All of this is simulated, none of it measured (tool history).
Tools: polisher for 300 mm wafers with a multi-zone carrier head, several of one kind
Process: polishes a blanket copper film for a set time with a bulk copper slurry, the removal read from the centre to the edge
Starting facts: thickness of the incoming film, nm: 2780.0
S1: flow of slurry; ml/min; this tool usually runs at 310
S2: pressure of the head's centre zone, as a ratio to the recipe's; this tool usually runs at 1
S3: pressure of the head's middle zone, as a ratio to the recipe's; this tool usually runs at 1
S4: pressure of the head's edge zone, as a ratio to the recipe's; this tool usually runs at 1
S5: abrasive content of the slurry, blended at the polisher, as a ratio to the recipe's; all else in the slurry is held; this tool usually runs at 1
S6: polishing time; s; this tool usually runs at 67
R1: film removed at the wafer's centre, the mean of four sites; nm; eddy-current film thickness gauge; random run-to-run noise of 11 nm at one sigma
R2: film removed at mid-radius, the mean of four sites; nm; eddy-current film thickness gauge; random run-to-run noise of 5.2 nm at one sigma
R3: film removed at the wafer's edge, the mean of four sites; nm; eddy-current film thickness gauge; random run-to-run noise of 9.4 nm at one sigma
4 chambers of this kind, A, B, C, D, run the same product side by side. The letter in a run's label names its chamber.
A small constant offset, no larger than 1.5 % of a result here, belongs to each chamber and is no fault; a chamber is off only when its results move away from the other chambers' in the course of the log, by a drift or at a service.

-- hour=6.5 chamber A: worn pad replaced by a new one
run 1A hour=14.3 | S1=310 S2=1 S3=1 S4=1 S5=1 S6=67 | R1=824.86 R2=827.6 R3=850.54
run 2C hour=26 | S1=310 S2=1 S3=1 S4=1 S5=1 S6=67 | R1=848.66 R2=831.8 R3=823.29
-- hour=27.9 chamber C: worn pad replaced by a new one
run 3D hour=33.4 | S1=310 S2=1 S3=1 S4=1 S5=1 S6=67 | R1=839.97 R2=835.78 R3=843.31
run 4B hour=49.5 | S1=310 S2=1 S3=1 S4=1 S5=1 S6=67 | R1=833.16 R2=834.87 R3=808.35
run 5A hour=64 | S1=310 S2=1 S3=1 S4=1 S5=1 S6=67 | R1=837.72 R2=832.04 R3=835.02
-- hour=75.5 chamber A: worn pad replaced by a new one
-- hour=76.3 chamber D: worn pad replaced by a new one
run 6C hour=77 | S1=310 S2=1 S3=1 S4=1 S5=1 S6=67 | R1=831.27 R2=830.37 R3=804.74
run 7B hour=91.2 | S1=310 S2=1 S3=1 S4=1 S5=1 S6=67 | R1=819.49 R2=829.25 R3=802.9
run 8D hour=101.8 | S1=310 S2=1 S3=1 S4=1 S5=1 S6=67 | R1=831.88 R2=835.33 R3=845.14
-- hour=103.5 chamber C: worn pad replaced by a new one
run 9A hour=115.3 | S1=310 S2=1 S3=1 S4=1 S5=1 S6=67 | R1=814.21 R2=823.52 R3=816.74
run 10C hour=125.4 | S1=310 S2=0.95 S3=1 S4=1 S5=1 S6=67 | R1=777.02 R2=826.56 R3=823.59
run 11B hour=135.4 | S1=310 S2=0.95 S3=1 S4=1 S5=1 S6=67 | R1=759.58 R2=811.03 R3=792.69
-- hour=146.9 chamber A: worn pad replaced by a new one
run 12D hour=150.3 | S1=310 S2=0.95 S3=1 S4=1 S5=1 S6=67 | R1=783.68 R2=829.29 R3=827.65
run 13A hour=158.9 | S1=310 S2=0.95 S3=1 S4=1 S5=1 S6=67 | R1=767.13 R2=814.93 R3=817.11
run 14C hour=171 | S1=310 S2=1 S3=1 S4=1 S5=1 S6=67 | R1=816.17 R2=830.49 R3=800.22
-- hour=176.1 chamber C: slurry nozzle cleaned
-- hour=176.8 chamber C: worn pad replaced by a new one
run 15D hour=187.2 | S1=310 S2=1 S3=1 S4=1 S5=1 S6=67 | R1=834.75 R2=832.85 R3=842.73
-- hour=192.8 chamber D: worn pad replaced by a new one
-- hour=194.6 chamber D: slurry nozzle cleaned
run 16B hour=203.1 | S1=310 S2=1 S3=1 S4=1 S5=1 S6=67 | R1=773.47 R2=790.23 R3=778.88
-- hour=217.2 chamber A: worn pad replaced by a new one
run 17B hour=218.5 | S1=310 S2=1 S3=1 S4=1 S5=1 S6=67 | R1=784.04 R2=784.04 R3=777.12
run 18A hour=227.5 | S1=365 S2=1.07 S3=1 S4=1 S5=1 S6=67 | R1=874.03 R2=826.65 R3=846.14
run 19D hour=241.6 | S1=365 S2=1.07 S3=1 S4=1 S5=1 S6=67 | R1=896.84 R2=842.6 R3=838.02
-- hour=246 chamber C: worn pad replaced by a new one
run 20C hour=251.6 | S1=365 S2=1.07 S3=1 S4=1 S5=1 S6=67 | R1=907.68 R2=837.84 R3=823.8
-- hour=253.3 chamber A: centre zone pressure recalibrated
run 21D hour=261 | S1=365 S2=1.07 S3=1 S4=1 S5=1 S6=67 | R1=909.95 R2=852.67 R3=854.47
run 22A hour=271 | S1=310 S2=1 S3=1 S4=1 S5=1 S6=67 | R1=830.18 R2=817.7 R3=825.26
run 23C hour=281.3 | S1=310 S2=1 S3=1 S4=1 S5=1 S6=67 | R1=830.3 R2=827.41 R3=818.34
-- hour=284.4 chamber A: worn pad replaced by a new one
run 24B hour=289.8 | S1=310 S2=1 S3=1 S4=1 S5=1 S6=67 | R1=756.03 R2=768.47 R3=746.44
run 25B hour=305.3 | S1=310 S2=1 S3=1 S4=1 S5=1 S6=67 | R1=762.13 R2=750.96 R3=745.82
run 26A hour=314.2 | S1=310 S2=1 S3=1 S4=1 S5=1 S6=67 | R1=816.39 R2=823.4 R3=825.85
-- hour=323.2 chamber C: worn pad replaced by a new one
run 27C hour=324.7 | S1=310 S2=1 S3=1 S4=1 S5=1 S6=67 | R1=837.51 R2=840.54 R3=799.24

Has any chamber moved away from the others, gradually or after a service, or does the common gauge drift, or do the chambers differ only by their own small steady offsets? State the chamber and the most likely cause if one applies.

One chamber, B, drifts off from the rest bit by bit.
Likeliest cause: removal rate lost through wear of the pad, % = 10.5.

Here are 4 candidates for chamber B's next run, each the usual settings with a change, their results left as question marks. Which one brings its results back in line with what the others give on the usual settings?
Counts as in line when no further than this from what the other chambers average on the usual settings: R1 37 nm; R2 18 nm; R3 33 nm
run 28B-1 hour=336.6 | S1=310 S2=1 S3=1 S4=1 S5=1 S6=70 | R1=? R2=? R3=?
run 28B-2 hour=336.6 | S1=310 S2=1 S3=1 S4=0.99 S5=1 S6=60 | R1=? R2=? R3=?
run 28B-3 hour=336.6 | S1=310 S2=1 S3=1 S4=1 S5=1 S6=64 | R1=? R2=? R3=?
run 28B-4 hour=336.6 | S1=310 S2=1 S3=1 S4=1.01 S5=1 S6=74 | R1=? R2=? R3=?

What the other chambers average on the usual settings: R1 827.03 nm; R2 830.45 nm; R3 825.09 nm
run=28B-1 R1=779.63 R2=780.18 R3=766.26
run=28B-2 R1=668.26 R2=668.73 R3=653.29
run=28B-3 R1=712.81 R2=713.3 R3=700.58
run=28B-4 R1=824.18 R2=824.75 R3=814.36
The answer is 28B-4, which returns the chamber to within the allowed miss of the others.

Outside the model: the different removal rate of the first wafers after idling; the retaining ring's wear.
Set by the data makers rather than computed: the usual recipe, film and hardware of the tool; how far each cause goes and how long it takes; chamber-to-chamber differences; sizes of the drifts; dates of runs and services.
